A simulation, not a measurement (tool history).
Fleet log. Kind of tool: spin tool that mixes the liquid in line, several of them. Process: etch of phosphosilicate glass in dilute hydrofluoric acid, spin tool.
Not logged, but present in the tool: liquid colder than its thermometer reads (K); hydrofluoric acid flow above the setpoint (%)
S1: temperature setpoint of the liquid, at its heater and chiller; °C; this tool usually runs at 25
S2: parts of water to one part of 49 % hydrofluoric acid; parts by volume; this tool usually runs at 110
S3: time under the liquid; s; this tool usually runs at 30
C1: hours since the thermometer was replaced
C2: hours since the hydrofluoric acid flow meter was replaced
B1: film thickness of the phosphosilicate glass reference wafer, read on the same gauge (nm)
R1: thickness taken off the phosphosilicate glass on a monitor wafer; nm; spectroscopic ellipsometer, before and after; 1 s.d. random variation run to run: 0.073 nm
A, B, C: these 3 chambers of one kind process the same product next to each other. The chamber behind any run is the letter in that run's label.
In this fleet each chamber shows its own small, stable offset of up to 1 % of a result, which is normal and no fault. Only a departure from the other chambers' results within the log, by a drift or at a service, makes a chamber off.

run 1B hour=12.3 | S1=25 S2=110 S3=30 | C1=1315.2 C2=367.4 | B1=80.005 | R1=22.950
run 2C hour=21.1 | S1=25 S2=110 S3=30 | C1=1138.8 C2=1245.9 | B1=80.023 | R1=22.963
run 3A hour=28.7 | S1=25 S2=110 S3=30 | C1=1321.2 C2=347.8 | B1=79.983 | R1=23.120
run 4C hour=39.0 | S1=25 S2=110 S3=30 | C1=1156.7 C2=1263.8 | B1=79.976 | R1=22.939
run 5A hour=46.6 | S1=25 S2=110 S3=30 | C1=1339.1 C2=365.7 | B1=80.007 | R1=23.309
run 6B hour=53.6 | S1=25 S2=110 S3=30 | C1=1356.5 C2=408.7 | B1=80.000 | R1=22.950
run 7A hour=66.1 | S1=25 S2=110 S3=30 | C1=1358.6 C2=385.2 | B1=80.015 | R1=23.181
-- hour=66.8 chamber A: thermometer replaced
run 8C hour=76.0 | S1=25 S2=110 S3=30 | C1=1193.7 C2=1300.8 | B1=79.977 | R1=23.035
run 9B hour=81.8 | S1=25 S2=90 S3=35 | C1=1384.7 C2=436.9 | B1=80.045 | R1=33.587
run 10C hour=91.0 | S1=25 S2=90 S3=35 | C1=1208.7 C2=1315.8 | B1=79.980 | R1=33.413
run 11A hour=101.7 | S1=25 S2=90 S3=35 | C1=34.9 C2=420.8 | B1=79.989 | R1=34.103
run 12B hour=114.0 | S1=25 S2=110 S3=30 | C1=1416.9 C2=469.1 | B1=80.011 | R1=23.004
run 13B hour=124.0 | S1=25 S2=110 S3=30 | C1=1426.9 C2=479.1 | B1=79.998 | R1=22.928
run 14C hour=137.2 | S1=25 S2=110 S3=30 | C1=1254.9 C2=1362.0 | B1=80.007 | R1=23.060
run 15A hour=145.9 | S1=25 S2=110 S3=30 | C1=79.1 C2=465.0 | B1=80.009 | R1=23.253
run 16C hour=158.8 | S1=25 S2=110 S3=30 | C1=1276.5 C2=1383.6 | B1=80.013 | R1=22.944
run 17B hour=168.0 | S1=25 S2=110 S3=30 | C1=1470.9 C2=523.1 | B1=79.991 | R1=22.922
run 18A hour=178.3 | S1=25 S2=110 S3=30 | C1=111.5 C2=497.4 | B1=80.006 | R1=23.131
run 19A hour=186.9 | S1=25 S2=110 S3=30 | C1=120.1 C2=506.0 | B1=79.995 | R1=23.302
run 20B hour=197.4 | S1=25 S2=110 S3=30 | C1=1500.3 C2=552.5 | B1=80.016 | R1=22.951
run 21C hour=209.5 | S1=25 S2=110 S3=30 | C1=1327.2 C2=1434.3 | B1=79.988 | R1=23.000
run 22A hour=218.2 | S1=25 S2=110 S3=30 | C1=151.4 C2=537.3 | B1=79.979 | R1=23.150
run 23C hour=227.7 | S1=25 S2=110 S3=30 | C1=1345.4 C2=1452.5 | B1=79.992 | R1=22.985
run 24B hour=238.4 | S1=25 S2=110 S3=30 | C1=1541.3 C2=593.5 | B1=80.011 | R1=23.028
run 25A hour=250.4 | S1=25 S2=110 S3=30 | C1=183.6 C2=569.5 | B1=80.016 | R1=23.032
-- hour=253.2 chamber C: thermometer replaced
run 26C hour=260.8 | S1=30 S2=95 S3=30 | C1=7.7 C2=1485.6 | B1=79.994 | R1=32.618
run 27B hour=270.1 | S1=30 S2=95 S3=30 | C1=1573.0 C2=625.2 | B1=79.987 | R1=32.970
run 28A hour=276.7 | S1=30 S2=95 S3=30 | C1=209.9 C2=595.8 | B1=79.973 | R1=32.953

Which is it: a chamber that has drifted or been left off by a service, a gauge drift common to all chambers, or only each chamber's usual small offset? If a chamber is off, name it and its likeliest cause.

The fleet is healthy, with each chamber sitting at its usual small offset and no drift in the gauge.

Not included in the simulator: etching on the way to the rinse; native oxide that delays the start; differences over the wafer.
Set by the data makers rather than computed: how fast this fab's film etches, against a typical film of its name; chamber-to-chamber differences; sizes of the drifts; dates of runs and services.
